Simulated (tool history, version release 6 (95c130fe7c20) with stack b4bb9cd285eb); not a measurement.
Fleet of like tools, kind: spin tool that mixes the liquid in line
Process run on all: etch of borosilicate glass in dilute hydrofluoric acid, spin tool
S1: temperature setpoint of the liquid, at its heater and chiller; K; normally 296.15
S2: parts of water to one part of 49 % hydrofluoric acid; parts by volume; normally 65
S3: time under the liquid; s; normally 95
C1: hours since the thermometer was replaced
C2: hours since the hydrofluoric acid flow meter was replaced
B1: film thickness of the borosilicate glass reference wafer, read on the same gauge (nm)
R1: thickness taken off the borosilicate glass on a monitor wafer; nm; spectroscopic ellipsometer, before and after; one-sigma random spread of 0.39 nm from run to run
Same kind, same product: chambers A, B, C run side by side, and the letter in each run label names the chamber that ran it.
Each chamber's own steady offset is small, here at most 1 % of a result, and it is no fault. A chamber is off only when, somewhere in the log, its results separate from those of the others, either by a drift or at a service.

run     day      S1  S2   S3      C1      C2      B1      R1
 1C   0.642  296.15  65   95  1566.5   959.7  30.006  39.251
 2A   1.108  296.15  65   95  1250.9  1355.8  30.004  39.661
 3B   1.429  296.15  65   95   406.5   713.2  30.028  39.084
 4A   1.900  296.15  65   95  1269.9  1374.8  30.047  39.503
 5B   2.321  296.15  65   95   427.9   734.6  29.948  38.515
 6C   2.671  296.15  65   95  1615.2  1008.4  30.006  38.934
 7A   2.996  293.65  90   95  1296.2  1401.1  29.995  24.576
 8C   3.608  293.65  90   95  1637.7  1030.9  29.978  24.967
 9B   3.950  293.65  90   95   467.0   773.7  30.012  24.411
10A   4.529  296.15  65   95  1333.0  1437.9  29.999  39.580
11C   4.862  296.15  65   95  1667.8  1061.0  29.965  38.599
12B   5.225  291.65  40   95   497.6   804.3  29.999  54.566
13C   5.646  291.65  40   95  1686.6  1079.8  29.993  54.821
14B   5.996  291.65  40   95   516.1   822.8  30.050  53.833
15A   6.625  293.65  65  135  1383.3  1488.2  30.024  53.023
16C   7.054  293.65  65  135  1720.4  1113.6  30.000  49.972
17A   7.592  293.65  65  135  1406.5  1511.4  29.992  52.185
18B   7.917  296.15  65   95   562.2   868.9  29.990  38.750
19A   8.521  296.15  65   95  1428.8  1533.7  30.024  41.938
20B   9.029  291.65  65   95   588.9   895.6  30.014  32.068
21C   9.483  291.65  65   95  1778.7  1171.9  29.965  33.218
22C  10.133  291.65  65   95  1794.3  1187.5  30.063  32.439

Each of the 3 chambers runs these same settings next. Fill in every chamber's results:
23A  10.604  296.15  65  130               ?
23B  10.604  296.15  65  130               ?
23C  10.604  296.15  65  130               ?

run      R1
23A  58.936
23B  53.336
23C  54.426
